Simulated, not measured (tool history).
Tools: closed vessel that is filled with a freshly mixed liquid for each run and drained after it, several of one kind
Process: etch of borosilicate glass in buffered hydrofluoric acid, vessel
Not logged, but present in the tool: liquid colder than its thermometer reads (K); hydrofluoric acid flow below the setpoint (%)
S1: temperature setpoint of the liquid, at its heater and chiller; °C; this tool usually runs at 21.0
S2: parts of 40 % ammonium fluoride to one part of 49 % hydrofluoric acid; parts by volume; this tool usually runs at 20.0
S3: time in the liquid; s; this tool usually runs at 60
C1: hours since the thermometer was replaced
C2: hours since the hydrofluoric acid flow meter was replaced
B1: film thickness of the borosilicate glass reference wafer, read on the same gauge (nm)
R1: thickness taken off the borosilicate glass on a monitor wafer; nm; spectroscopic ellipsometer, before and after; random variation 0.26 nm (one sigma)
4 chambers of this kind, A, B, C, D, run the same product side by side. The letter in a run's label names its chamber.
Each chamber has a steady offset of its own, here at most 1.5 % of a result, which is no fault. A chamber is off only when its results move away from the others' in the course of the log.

run   hour    S1    S2  S3      C1     C2      B1      R1
 1A    5.9  21.0  20.0  60   947.3  339.2  119.99  31.778
 2B   12.8  21.0  20.0  60   382.3  479.2  119.99  31.456
 3D   20.0  21.0  20.0  60   133.7   85.9  119.99  31.690
 4C   26.0  21.0  20.0  60   654.8  160.0  119.99  31.684
 5A   30.6  21.0  20.0  60   972.0  363.9  119.97  31.840
 6C   36.7  21.0  20.0  60   665.5  170.7  120.01  31.826
 7D   43.1  21.0  20.0  60   156.8  109.0  120.04  31.435
 8B   47.7  21.0  20.0  60   417.2  514.1  119.98  31.970
 9D   51.3  21.0  20.0  60   165.0  117.2  119.96  31.761
10B   54.7  21.0  20.0  60   424.2  521.1  120.00  31.795
11C   58.5  21.0  20.0  60   687.3  192.5  119.97  31.231
12A   62.3  21.0  20.0  60  1003.7  395.6  119.99  32.101
13D   68.5  22.5  20.0  45   182.2  134.4  119.95  25.743
14B   74.3  22.5  20.0  45   443.8  540.7  120.00  25.847
15A   77.5  22.5  20.0  45  1018.9  410.8  120.01  26.149
16C   81.3  22.5  20.0  45   710.1  215.3  120.02  25.696
17D   87.0  21.0  20.0  60   200.7  152.9  120.00  31.319
18A   90.6  21.0  20.0  60  1032.0  423.9  120.02  32.256
19C   95.9  21.0  20.0  60   724.7  229.9  119.98  32.002
20B   99.7  21.0  20.0  60   469.2  566.1  119.98  32.214
21B  106.5  19.5  20.0  85   476.0  572.9  120.00  42.602
22A  111.5  19.5  20.0  85  1052.9  444.8  120.05  41.182
23C  117.0  19.5  20.0  85   745.8  251.0  120.00  40.761
24D  121.5  19.5  20.0  85   235.2  187.4  120.00  41.597
25A  127.5  21.0  20.0  60  1068.9  460.8  120.01  31.794
26D  134.7  21.0  20.0  60   248.4  200.6  119.98  31.848
27B  140.8  21.0  20.0  60   510.3  607.2  120.00  32.022
28C  146.8  25.0  22.5  60   775.6  280.8  120.01  36.227
29D  153.0  25.0  22.5  60   266.7  218.9  119.97  36.262
30B  157.3  25.0  22.5  60   526.8  623.7  119.98  36.925
31A  162.0  25.0  22.5  60  1103.4  495.3  119.97  36.393
32C  167.3  21.0  20.0  60   796.1  301.3  120.01  31.534
33B  173.3  21.0  20.0  60   542.8  639.7  120.01  32.214
34A  177.1  21.0  20.0  60  1118.5  510.4  120.01  32.290
35C  183.2  21.0  20.0  60   812.0  317.2  119.96  31.417
36D  187.1  21.0  20.0  60   300.8  253.0  120.00  31.727
37D  190.5  21.0  20.0  60   304.2  256.4  120.00  32.313
38C  196.0  21.0  20.0  60   824.8  330.0  120.02  31.628
39B  202.6  21.0  20.0  60   572.1  669.0  120.01  32.122
40A  207.2  18.5  20.0  60  1148.6  540.5  120.02  27.811

Read the log: is a single chamber off, either drifting away or since a service, is the gauge that measures every chamber drifting, or is nothing wrong beyond small per-chamber offsets? Name any odd chamber and what most likely caused it.

Neither any chamber nor the gauge drifts; the chambers differ only by their own small, steady offsets.
